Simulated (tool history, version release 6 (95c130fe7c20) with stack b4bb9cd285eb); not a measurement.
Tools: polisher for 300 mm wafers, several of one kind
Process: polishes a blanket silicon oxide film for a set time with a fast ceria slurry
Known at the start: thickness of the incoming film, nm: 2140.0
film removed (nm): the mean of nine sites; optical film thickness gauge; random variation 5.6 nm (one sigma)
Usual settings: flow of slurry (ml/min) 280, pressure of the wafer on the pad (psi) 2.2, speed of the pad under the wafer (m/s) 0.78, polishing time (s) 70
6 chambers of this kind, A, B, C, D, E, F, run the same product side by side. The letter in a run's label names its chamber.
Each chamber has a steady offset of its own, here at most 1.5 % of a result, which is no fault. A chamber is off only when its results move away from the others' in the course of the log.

run,hour,flow of slurry (ml/min),pressure of the wafer on the pad (psi),speed of the pad under the wafer (m/s),polishing time (s),film removed (nm)
# hour 6.1: chamber B: worn pad replaced by a new one
1A,9.7,280,2.2,0.78,70,667.06
# hour 12.4: chamber E: worn pad replaced by a new one
2E,14.6,280,2.2,0.78,70,650.32
3D,21.5,280,2.2,0.78,70,658.23
# hour 24.6: chamber D: worn pad replaced by a new one
4F,29.1,280,2.2,0.78,70,663.58
# hour 36.8: chamber A: worn pad replaced by a new one
5C,38.6,280,2.2,0.78,70,644.94
# hour 43.1: chamber D: head pressure recalibrated
6B,45.4,280,2.2,0.78,70,645.03
# hour 46.1: chamber F: worn pad replaced by a new one
# hour 49.6: chamber C: worn pad replaced by a new one
7C,52.4,280,2.2,0.78,70,656.82
8B,57.9,280,2.2,0.78,70,657.01
9A,67.2,280,2.2,0.78,70,660.80
10E,72.0,280,2.2,0.78,70,658.86
11F,77.3,280,2.2,0.78,70,648.60
# hour 79.7: chamber D: worn pad replaced by a new one
12D,87.8,280,2.2,0.78,70,671.51
# hour 89.6: chamber A: worn pad replaced by a new one
# hour 95.5: chamber B: worn pad replaced by a new one
13B,97.7,280,2.2,0.78,70,649.95
14E,106.3,280,2.2,0.78,70,647.02
# hour 108.1: chamber C: worn pad replaced by a new one
# hour 108.5: chamber C: slurry nozzle cleaned
15D,113.2,280,2.2,0.78,70,658.75
16C,119.3,280,2.2,0.78,70,646.72
17A,126.2,365,2.7,0.78,70,832.39
18F,137.0,365,2.7,0.78,70,809.85
# hour 137.5: chamber E: worn pad replaced by a new one
19F,142.8,365,2.7,0.78,70,811.46
# hour 147.1: chamber D: worn pad replaced by a new one
# hour 149.4: chamber A: worn pad replaced by a new one
# hour 149.7: chamber F: worn pad replaced by a new one
20D,152.9,365,2.7,0.78,70,809.33
# hour 159.7: chamber A: slurry nozzle cleaned
21C,163.9,365,2.7,0.78,70,810.49
# hour 165.9: chamber C: worn pad replaced by a new one
# hour 174.1: chamber D: slurry nozzle cleaned
22A,174.4,365,2.7,0.78,70,829.31
23E,181.1,280,2.2,0.78,70,646.54
# hour 183.8: chamber B: worn pad replaced by a new one
24B,191.1,280,2.8,0.78,70,807.02
25A,199.4,280,2.8,0.78,70,840.87
# hour 200.8: chamber D: worn pad replaced by a new one
# hour 202.5: chamber A: worn pad replaced by a new one
26D,205.4,280,2.8,0.78,70,836.14
# hour 207.9: chamber B: head pressure recalibrated
27C,212.8,280,2.8,0.78,70,837.18
28E,221.9,280,2.8,0.78,70,827.61
# hour 229.8: chamber C: worn pad replaced by a new one
29F,232.1,280,2.8,0.78,70,839.02
30B,243.0,280,2.2,0.78,70,644.97
# hour 249.6: chamber F: worn pad replaced by a new one
31A,253.3,280,2.2,0.78,70,662.24
# hour 261.4: chamber D: worn pad replaced by a new one
32B,261.5,280,2.2,0.78,70,642.56
33E,266.5,280,2.2,0.78,70,641.02
34D,275.1,280,2.2,0.78,70,649.87
35F,285.5,280,1.5,0.78,70,448.76
# hour 294.9: chamber C: worn pad replaced by a new one
36C,296.2,280,1.5,0.78,70,438.07

Is one chamber off against the others, does the gauge drift, or is nothing wrong? If a chamber is off, say which, and what the likeliest cause is.

No chamber stands off beyond its own small offset, and the gauge holds steady.
